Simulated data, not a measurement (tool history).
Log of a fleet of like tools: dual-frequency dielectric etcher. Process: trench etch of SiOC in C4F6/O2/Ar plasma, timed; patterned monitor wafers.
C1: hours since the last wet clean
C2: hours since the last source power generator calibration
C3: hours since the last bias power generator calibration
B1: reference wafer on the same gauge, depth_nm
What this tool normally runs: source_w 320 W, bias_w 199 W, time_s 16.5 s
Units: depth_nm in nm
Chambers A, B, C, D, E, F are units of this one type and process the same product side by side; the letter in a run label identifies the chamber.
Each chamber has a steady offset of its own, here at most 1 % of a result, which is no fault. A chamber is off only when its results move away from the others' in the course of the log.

run 1F hour=4.1 | source_w=320 bias_w=199 time_s=16.5 | C1=227.1 C2=1802.1 C3=1659.2 | B1=33.105 | depth_nm=32.402
run 2D hour=6.6 | source_w=320 bias_w=199 time_s=16.5 | C1=466.7 C2=1644.9 C3=3731.3 | B1=33.098 | depth_nm=32.494
run 3E hour=9.4 | source_w=320 bias_w=199 time_s=16.5 | C1=230.1 C2=2695.2 C3=3007.2 | B1=33.120 | depth_nm=32.375
run 4C hour=13.7 | source_w=320 bias_w=199 time_s=16.5 | C1=467.4 C2=4124.1 C3=2481.1 | B1=33.123 | depth_nm=32.325
-- hour=15.6 chamber F: source power generator calibrated
run 5A hour=18.2 | source_w=320 bias_w=199 time_s=16.5 | C1=382.9 C2=2548.2 C3=2281.0 | B1=33.120 | depth_nm=32.639
-- hour=19.1 chamber D: wet clean of the chamber
run 6B hour=21.5 | source_w=320 bias_w=199 time_s=16.5 | C1=120.7 C2=4400.0 C3=1203.2 | B1=33.124 | depth_nm=32.624
run 7D hour=25.3 | source_w=320 bias_w=199 time_s=16.5 | C1=6.2 C2=1663.6 C3=3750.0 | B1=33.132 | depth_nm=32.477
run 8E hour=27.9 | source_w=320 bias_w=199 time_s=16.5 | C1=248.6 C2=2713.7 C3=3025.7 | B1=33.131 | depth_nm=32.453
run 9A hour=31.3 | source_w=280 bias_w=244 time_s=16.5 | C1=396.0 C2=2561.3 C3=2294.1 | B1=33.138 | depth_nm=33.093
run 10F hour=35.0 | source_w=280 bias_w=244 time_s=16.5 | C1=258.0 C2=19.4 C3=1690.1 | B1=33.151 | depth_nm=32.923
run 11B hour=37.1 | source_w=280 bias_w=244 time_s=16.5 | C1=136.3 C2=4415.6 C3=1218.8 | B1=33.137 | depth_nm=33.184
run 12C hour=40.8 | source_w=280 bias_w=244 time_s=16.5 | C1=494.5 C2=4151.2 C3=2508.2 | B1=33.140 | depth_nm=33.021
run 13A hour=42.9 | source_w=280 bias_w=244 time_s=16.5 | C1=407.6 C2=2572.9 C3=2305.7 | B1=33.150 | depth_nm=33.167
-- hour=46.4 chamber C: source power generator calibrated
run 14D hour=47.0 | source_w=280 bias_w=244 time_s=16.5 | C1=27.9 C2=1685.3 C3=3771.7 | B1=33.164 | depth_nm=33.015
run 15C hour=49.1 | source_w=320 bias_w=199 time_s=16.5 | C1=502.8 C2=2.8 C3=2516.5 | B1=33.156 | depth_nm=32.417
run 16F hour=52.0 | source_w=320 bias_w=199 time_s=16.5 | C1=275.0 C2=36.4 C3=1707.1 | B1=33.164 | depth_nm=32.392
run 17B hour=54.2 | source_w=320 bias_w=199 time_s=16.5 | C1=153.4 C2=4432.7 C3=1235.9 | B1=33.158 | depth_nm=32.570
run 18E hour=58.3 | source_w=320 bias_w=199 time_s=16.5 | C1=279.0 C2=2744.1 C3=3056.1 | B1=33.175 | depth_nm=32.382
run 19B hour=61.7 | source_w=320 bias_w=199 time_s=16.5 | C1=160.9 C2=4440.2 C3=1243.4 | B1=33.182 | depth_nm=32.622
run 20A hour=63.9 | source_w=320 bias_w=199 time_s=16.5 | C1=428.6 C2=2593.9 C3=2326.7 | B1=33.193 | depth_nm=32.585
run 21E hour=68.5 | source_w=320 bias_w=199 time_s=16.5 | C1=289.2 C2=2754.3 C3=3066.3 | B1=33.185 | depth_nm=32.469
run 22F hour=70.4 | source_w=320 bias_w=199 time_s=16.5 | C1=293.4 C2=54.8 C3=1725.5 | B1=33.189 | depth_nm=32.394
run 23D hour=74.1 | source_w=320 bias_w=199 time_s=16.5 | C1=55.0 C2=1712.4 C3=3798.8 | B1=33.177 | depth_nm=32.559
run 24C hour=77.6 | source_w=320 bias_w=199 time_s=16.5 | C1=531.3 C2=31.3 C3=2545.0 | B1=33.203 | depth_nm=32.376
run 25A hour=80.6 | source_w=320 bias_w=199 time_s=16.5 | C1=445.3 C2=2610.6 C3=2343.4 | B1=33.208 | depth_nm=32.543
run 26E hour=85.0 | source_w=320 bias_w=199 time_s=16.5 | C1=305.7 C2=2770.8 C3=3082.8 | B1=33.204 | depth_nm=32.499
run 27B hour=88.4 | source_w=320 bias_w=199 time_s=16.5 | C1=187.6 C2=4466.9 C3=1270.1 | B1=33.212 | depth_nm=32.703
run 28F hour=91.2 | source_w=320 bias_w=199 time_s=16.5 | C1=314.2 C2=75.6 C3=1746.3 | B1=33.209 | depth_nm=32.370
run 29D hour=94.6 | source_w=320 bias_w=199 time_s=16.5 | C1=75.5 C2=1732.9 C3=3819.3 | B1=33.216 | depth_nm=32.494
-- hour=96.4 chamber C: wet clean of the chamber
run 30C hour=97.7 | source_w=320 bias_w=199 time_s=16.5 | C1=1.3 C2=51.4 C3=2565.1 | B1=33.227 | depth_nm=32.490
run 31B hour=99.9 | source_w=320 bias_w=199 time_s=16.5 | C1=199.1 C2=4478.4 C3=1281.6 | B1=33.224 | depth_nm=32.745
run 32F hour=102.8 | source_w=320 bias_w=199 time_s=16.5 | C1=325.8 C2=87.2 C3=1757.9 | B1=33.233 | depth_nm=32.440
run 33D hour=106.3 | source_w=320 bias_w=199 time_s=16.5 | C1=87.2 C2=1744.6 C3=3831.0 | B1=33.241 | depth_nm=32.561
run 34C hour=109.4 | source_w=320 bias_w=199 time_s=16.5 | C1=13.0 C2=63.1 C3=2576.8 | B1=33.231 | depth_nm=32.484
run 35A hour=113.4 | source_w=320 bias_w=233 time_s=16.5 | C1=478.1 C2=2643.4 C3=2376.2 | B1=33.241 | depth_nm=34.481
run 36E hour=117.2 | source_w=320 bias_w=233 time_s=16.5 | C1=337.9 C2=2803.0 C3=3115.0 | B1=33.237 | depth_nm=34.246
run 37F hour=119.6 | source_w=320 bias_w=233 time_s=16.5 | C1=342.6 C2=104.0 C3=1774.7 | B1=33.237 | depth_nm=34.246
run 38B hour=121.6 | source_w=320 bias_w=233 time_s=16.5 | C1=220.8 C2=4500.1 C3=1303.3 | B1=33.244 | depth_nm=34.469
run 39D hour=125.8 | source_w=320 bias_w=233 time_s=16.5 | C1=106.7 C2=1764.1 C3=3850.5 | B1=33.270 | depth_nm=34.312
run 40C hour=128.0 | source_w=320 bias_w=233 time_s=16.5 | C1=31.6 C2=81.7 C3=2595.4 | B1=33.264 | depth_nm=34.236
run 41A hour=130.9 | source_w=320 bias_w=199 time_s=16.5 | C1=495.6 C2=2660.9 C3=2393.7 | B1=33.269 | depth_nm=32.667
run 42E hour=133.0 | source_w=320 bias_w=199 time_s=16.5 | C1=353.7 C2=2818.8 C3=3130.8 | B1=33.260 | depth_nm=32.503
run 43A hour=136.7 | source_w=320 bias_w=199 time_s=16.5 | C1=501.4 C2=2666.7 C3=2399.5 | B1=33.271 | depth_nm=32.698
run 44F hour=140.8 | source_w=320 bias_w=199 time_s=16.5 | C1=363.8 C2=125.2 C3=1795.9 | B1=33.279 | depth_nm=32.393

What goes on in this fleet: one chamber off, a drifting gauge, or nothing beyond the chambers' own small offsets? Name the chamber and the cause, if any.

None of the chambers is off. What moves is the gauge, dragging all their readings along together.
Likeliest cause: gauge reads high (%) = 0.544.
